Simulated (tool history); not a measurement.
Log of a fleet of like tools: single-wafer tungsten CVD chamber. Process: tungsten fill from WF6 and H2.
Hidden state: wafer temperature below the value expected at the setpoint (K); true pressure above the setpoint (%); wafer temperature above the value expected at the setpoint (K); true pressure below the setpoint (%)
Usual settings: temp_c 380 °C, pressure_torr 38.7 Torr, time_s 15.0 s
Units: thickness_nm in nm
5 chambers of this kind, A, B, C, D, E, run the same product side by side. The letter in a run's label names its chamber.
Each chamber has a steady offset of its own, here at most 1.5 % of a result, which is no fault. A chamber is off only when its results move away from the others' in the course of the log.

run	hour	temp_c	pressure_torr	time_s	hours since the last thermocouple change	hours since the last manometer calibration	read-back reference wafer on the same gauge, thickness_nm	thickness_nm
1C	4.5	380	38.7	15.0	1012.2	933.5	33.308	33.145
2D	7.8	380	38.7	15.0	692.9	467.0	33.252	33.736
3E	11.7	380	38.7	15.0	336.2	1101.8	33.278	33.642
4A	13.9	380	38.7	15.0	835.8	1547.1	33.334	32.984
5B	16.1	380	32.1	15.0	1070.1	1740.4	33.264	30.653
6A	18.5	380	32.1	15.0	840.4	1551.7	33.272	29.853
7D	22.0	380	32.1	15.0	707.1	481.2	33.302	30.973
8C	24.1	380	32.1	15.0	1031.8	953.1	33.289	30.474
9E	26.5	380	32.1	15.0	351.0	1116.6	33.263	30.792
10B	29.3	380	38.7	15.0	1083.3	1753.6	33.300	33.547
11D	33.7	380	38.7	15.0	718.8	492.9	33.285	33.955
12B	36.5	380	38.7	15.0	1090.5	1760.8	33.296	33.669
13C	40.2	380	38.7	15.0	1047.9	969.2	33.286	33.151
14A	43.4	380	38.7	15.0	865.3	1576.6	33.327	32.943
15E	46.2	380	38.7	15.0	370.7	1136.3	33.307	33.783
16C	50.1	380	38.7	15.0	1057.8	979.1	33.275	33.495
17E	53.5	380	38.7	15.0	378.0	1143.6	33.301	33.653
18A	57.6	380	38.7	15.0	879.5	1590.8	33.283	32.980
19D	60.1	380	38.7	15.0	745.2	519.3	33.332	33.698
20B	62.9	380	38.7	15.0	1116.9	1787.2	33.338	33.589
21A	65.7	380	38.7	15.0	887.6	1598.9	33.331	33.327
22E	69.1	380	38.7	15.0	393.6	1159.2	33.324	33.648
23B	71.2	380	38.7	15.0	1125.2	1795.5	33.283	33.520
24D	74.2	380	38.7	15.0	759.3	533.4	33.274	33.609
25C	77.8	380	38.7	15.0	1085.5	1006.8	33.295	33.015
26D	81.5	380	38.7	15.0	766.6	540.7	33.279	33.682
27C	83.9	380	38.7	15.0	1091.6	1012.9	33.271	33.133
28E	86.1	380	38.7	15.0	410.6	1176.2	33.338	33.365
29B	89.8	380	38.7	15.0	1143.8	1814.1	33.332	33.361
30A	92.4	380	38.7	15.0	914.3	1625.6	33.298	33.077
31D	97.1	380	38.7	15.0	782.2	556.3	33.277	33.481
32E	99.9	380	38.7	15.0	424.4	1190.0	33.263	33.640
33C	104.2	367	38.7	15.0	1111.9	1033.2	33.327	25.247
34B	107.0	367	38.7	15.0	1161.0	1831.3	33.321	25.519
35A	111.2	367	38.7	15.0	933.1	1644.4	33.301	25.307
36D	114.7	367	38.7	15.0	799.8	573.9	33.297	25.722
37E	117.3	367	38.7	15.0	441.8	1207.4	33.286	25.509
38C	121.6	380	38.7	15.0	1129.3	1050.6	33.298	32.944
39A	123.6	380	38.7	15.0	945.5	1656.8	33.296	33.038
40B	125.8	380	38.7	17.3	1179.8	1850.1	33.309	38.528
41E	128.1	380	38.7	17.3	452.6	1218.2	33.275	38.719

Is one chamber off against the others, does the gauge drift, or is nothing wrong? If a chamber is off, say which, and what the likeliest cause is.

No chamber stands off beyond its own small offset, and the gauge holds steady.
